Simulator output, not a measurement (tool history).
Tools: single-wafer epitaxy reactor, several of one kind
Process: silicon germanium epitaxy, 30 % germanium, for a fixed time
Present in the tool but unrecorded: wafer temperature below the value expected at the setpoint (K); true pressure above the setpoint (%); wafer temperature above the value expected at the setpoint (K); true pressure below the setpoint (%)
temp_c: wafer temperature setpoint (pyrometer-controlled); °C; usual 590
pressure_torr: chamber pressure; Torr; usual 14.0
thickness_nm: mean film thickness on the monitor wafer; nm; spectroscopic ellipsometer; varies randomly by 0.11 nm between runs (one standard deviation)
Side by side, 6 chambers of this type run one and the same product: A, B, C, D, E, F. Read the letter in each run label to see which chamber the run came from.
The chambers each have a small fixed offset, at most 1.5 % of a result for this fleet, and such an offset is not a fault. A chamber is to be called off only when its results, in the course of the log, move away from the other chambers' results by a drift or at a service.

run	day	temp_c	pressure_torr	hours since the last pyrometer calibration	hours since the last manometer calibration	read-back reference wafer on the same gauge, thickness_nm	thickness_nm
1B	0.142	590	14.0	1192.3	2413.7	37.383	42.124
2F	0.325	590	14.0	1131.0	900.7	37.411	42.487
3D	0.496	590	14.0	707.4	132.4	37.411	42.569
4A	0.729	590	14.0	676.9	1113.4	37.404	42.588
5C	0.842	590	14.0	94.8	2130.0	37.392	42.404
6E	1.033	590	14.0	751.8	1039.9	37.414	42.219
7D	1.271	590	15.4	726.0	151.0	37.396	44.287
8C	1.438	590	15.4	109.1	2144.3	37.383	44.026
9F	1.604	590	15.4	1161.7	931.4	37.419	44.085
10A	1.796	590	15.4	702.5	1139.0	37.389	44.488
11E	1.921	590	15.4	773.1	1061.2	37.416	43.703
12B	2.046	590	15.4	1238.0	2459.4	37.387	43.967
13D	2.233	590	14.0	749.1	174.1	37.388	42.507
14B	2.417	590	14.0	1246.9	2468.3	37.384	42.058
15C	2.562	595	11.8	136.1	2171.3	37.389	43.350
16E	2.771	595	11.8	793.5	1081.6	37.397	43.146
17A	3.017	595	11.8	731.8	1168.3	37.377	43.839
18F	3.125	595	11.8	1198.2	967.9	37.409	43.614
19F	3.271	595	11.8	1201.7	971.4	37.421	43.445
20C	3.458	595	11.8	157.6	2192.8	37.392	43.267
21E	3.617	590	14.0	813.8	1101.9	37.407	41.993
22A	3.808	590	14.0	750.8	1187.3	37.412	42.542
23D	4.012	590	14.0	791.8	216.8	37.400	42.344
24B	4.246	579	11.8	1290.8	2512.2	37.376	31.994
25B	4.433	579	11.8	1295.3	2516.7	37.382	32.140
26C	4.608	579	11.8	185.2	2220.4	37.394	32.003
27A	4.717	579	11.8	772.6	1209.1	37.373	32.490
28E	4.850	579	11.8	843.4	1131.5	37.376	31.776
29F	4.996	579	11.8	1243.1	1012.8	37.411	32.255
30D	5.179	590	14.0	819.8	244.8	37.391	42.454
31C	5.308	590	14.0	202.0	2237.2	37.390	42.233
32F	5.483	590	14.0	1254.8	1024.5	37.393	42.488
33D	5.600	590	14.0	829.9	254.9	37.387	42.469
34A	5.829	603	14.0	799.3	1235.8	37.403	54.340
35E	5.975	603	14.0	870.4	1158.5	37.403	53.342
36B	6.117	603	14.0	1335.7	2557.1	37.402	53.449
37F	6.350	603	14.0	1275.6	1045.3	37.410	53.976
38C	6.558	603	14.0	232.0	2267.2	37.384	53.661
39B	6.712	603	14.0	1350.0	2571.4	37.388	53.461
40E	6.958	590	14.0	894.0	1182.1	37.409	42.016
41D	7.192	590	14.0	868.1	293.1	37.406	42.430
42A	7.404	590	14.0	837.1	1273.6	37.387	42.643
43E	7.596	590	14.0	909.3	1197.4	37.402	42.159

Next, all 6 chambers run the settings below, one line each with question marks for the results. What does each chamber give?
44A	7.771	590	14.0				?
44B	7.771	590	14.0				?
44C	7.771	590	14.0				?
44D	7.771	590	14.0				?
44E	7.771	590	14.0				?
44F	7.771	590	14.0				?

run	thickness_nm
44A	42.505
44B	42.265
44C	42.065
44D	42.546
44E	41.974
44F	42.444

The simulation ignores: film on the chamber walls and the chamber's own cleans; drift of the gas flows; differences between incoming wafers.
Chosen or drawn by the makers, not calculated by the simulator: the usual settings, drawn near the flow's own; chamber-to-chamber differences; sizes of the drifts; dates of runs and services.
